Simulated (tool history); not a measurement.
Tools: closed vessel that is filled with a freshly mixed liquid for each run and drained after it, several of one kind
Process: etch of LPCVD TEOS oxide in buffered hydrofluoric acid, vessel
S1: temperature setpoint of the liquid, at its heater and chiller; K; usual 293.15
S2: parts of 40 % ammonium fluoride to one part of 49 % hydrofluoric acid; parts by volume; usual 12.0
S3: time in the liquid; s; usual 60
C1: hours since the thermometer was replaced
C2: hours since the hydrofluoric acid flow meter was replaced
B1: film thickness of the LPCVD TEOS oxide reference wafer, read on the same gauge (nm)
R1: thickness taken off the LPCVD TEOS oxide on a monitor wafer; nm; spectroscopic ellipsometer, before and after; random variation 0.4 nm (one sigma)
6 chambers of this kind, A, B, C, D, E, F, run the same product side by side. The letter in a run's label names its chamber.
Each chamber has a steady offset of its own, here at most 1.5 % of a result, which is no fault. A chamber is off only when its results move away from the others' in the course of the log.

Run 1B, hour 8.1: usual settings; C1 1832.2; C2 58.0; B1 110.00. Result: R1 108.39 nm.
Run 2F, hour 20.6: usual settings; C1 2508.1; C2 457.0; B1 110.00. Result: R1 109.58 nm.
Run 3A, hour 30.2: usual settings; C1 805.9; C2 590.6; B1 110.01. Result: R1 110.17 nm.
Run 4E, hour 36.4: usual settings; C1 2367.4; C2 854.1; B1 109.98. Result: R1 109.64 nm.
Run 5D, hour 47.9: usual settings; C1 737.8; C2 887.8; B1 109.98. Result: R1 108.47 nm.
Run 6C, hour 58.1: usual settings; C1 1728.8; C2 765.9; B1 109.95. Result: R1 107.72 nm.
At hour 59.5: chamber D: thermometer replaced.
Run 7F, hour 68.7: usual settings; C1 2556.2; C2 505.1; B1 110.04. Result: R1 109.84 nm.
Run 8A, hour 76.3: usual settings; C1 852.0; C2 636.7; B1 109.97. Result: R1 109.67 nm.
Run 9E, hour 82.2: usual settings; C1 2413.2; C2 899.9; B1 110.01. Result: R1 108.93 nm.
Run 10C, hour 91.0: usual settings; C1 1761.7; C2 798.8; B1 110.03. Result: R1 107.22 nm.
Run 11B, hour 98.2: usual settings; C1 1922.3; C2 148.1; B1 109.98. Result: R1 108.38 nm.
Run 12D, hour 110.3: usual settings; C1 50.9; C2 950.2; B1 109.98. Result: R1 108.12 nm.
Run 13B, hour 116.4: usual settings but S1 290.15 K, S2 8.5 parts by volume; C1 1940.5; C2 166.3; B1 110.00. Result: R1 124.50 nm.
Run 14E, hour 124.2: usual settings but S1 290.15 K, S2 8.5 parts by volume; C1 2455.2; C2 941.9; B1 110.01. Result: R1 125.04 nm.
Run 15C, hour 135.0: usual settings but S1 290.15 K, S2 8.5 parts by volume; C1 1805.7; C2 842.8; B1 110.00. Result: R1 124.48 nm.
At hour 139.3: chamber F: hydrofluoric acid flow meter replaced.
Run 16A, hour 146.7: usual settings but S1 290.15 K, S2 8.5 parts by volume; C1 922.4; C2 707.1; B1 109.95. Result: R1 126.33 nm.
Run 17D, hour 157.5: usual settings but S1 290.15 K, S2 8.5 parts by volume; C1 98.1; C2 997.4; B1 110.02. Result: R1 123.81 nm.
Run 18F, hour 163.4: usual settings but S1 290.15 K, S2 8.5 parts by volume; C1 2650.9; C2 24.2; B1 110.04. Result: R1 126.61 nm.
Run 19D, hour 174.8: usual settings but S2 7.5 parts by volume; C1 115.4; C2 1014.7; B1 110.00. Result: R1 169.02 nm.
Run 20E, hour 181.3: usual settings but S2 7.5 parts by volume; C1 2512.3; C2 999.0; B1 110.01. Result: R1 170.90 nm.
Run 21F, hour 191.0: usual settings but S2 7.5 parts by volume; C1 2678.5; C2 51.8; B1 110.00. Result: R1 171.20 nm.
Run 22C, hour 197.4: usual settings but S2 7.5 parts by volume; C1 1868.1; C2 905.2; B1 110.01. Result: R1 168.49 nm.
Run 23B, hour 209.1: usual settings but S2 7.5 parts by volume; C1 2033.2; C2 259.0; B1 110.02. Result: R1 169.55 nm.
Run 24A, hour 214.9: usual settings but S2 7.5 parts by volume; C1 990.6; C2 775.3; B1 109.99. Result: R1 172.05 nm.
Run 25F, hour 222.0: usual settings; C1 2709.5; C2 82.8; B1 110.00. Result: R1 108.68 nm.
At hour 225.8: chamber F: thermometer replaced.
At hour 234.3: chamber E: thermometer replaced.
Run 26C, hour 234.8: usual settings; C1 1905.5; C2 942.6; B1 109.96. Result: R1 107.77 nm.
Run 27A, hour 241.6: usual settings; C1 1017.3; C2 802.0; B1 110.00. Result: R1 108.73 nm.
Run 28E, hour 249.9: usual settings; C1 15.7; C2 1067.6; B1 109.99. Result: R1 108.92 nm.
Run 29B, hour 256.1: usual settings but S3 75 s; C1 2080.2; C2 306.0; B1 110.01. Result: R1 135.43 nm.
Run 30D, hour 268.9: usual settings but S3 75 s; C1 209.5; C2 1108.8; B1 110.02. Result: R1 134.78 nm.
Run 31F, hour 281.9: usual settings but S3 75 s; C1 56.1; C2 142.7; B1 109.98. Result: R1 137.21 nm.
Run 32B, hour 292.3: usual settings but S3 75 s; C1 2116.4; C2 342.2; B1 110.00. Result: R1 135.12 nm.
Run 33A, hour 298.7: usual settings but S3 75 s; C1 1074.4; C2 859.1; B1 110.01. Result: R1 136.41 nm.
Run 34D, hour 307.1: usual settings but S3 75 s; C1 247.7; C2 1147.0; B1 110.02. Result: R1 135.57 nm.
Run 35C, hour 315.2: usual settings; C1 1985.9; C2 1023.0; B1 109.98. Result: R1 106.82 nm.
Run 36E, hour 326.0: usual settings; C1 91.8; C2 1143.7; B1 109.97. Result: R1 109.52 nm.
Run 37E, hour 338.3: usual settings; C1 104.1; C2 1156.0; B1 110.01. Result: R1 108.84 nm.
Run 38F, hour 345.5: usual settings; C1 119.7; C2 206.3; B1 109.99. Result: R1 109.29 nm.
Run 39D, hour 353.2: usual settings; C1 293.8; C2 1193.1; B1 110.00. Result: R1 107.96 nm.
Run 40C, hour 364.3: usual settings; C1 2035.0; C2 1072.1; B1 109.99. Result: R1 106.49 nm.
Run 41A, hour 374.7: usual settings; C1 1150.4; C2 935.1; B1 109.99. Result: R1 109.99 nm.

Is one chamber off against the others, does the gauge drift, or is nothing wrong? If a chamber is off, say which, and what the likeliest cause is.

No chamber stands off beyond its own small offset, and the gauge holds steady.
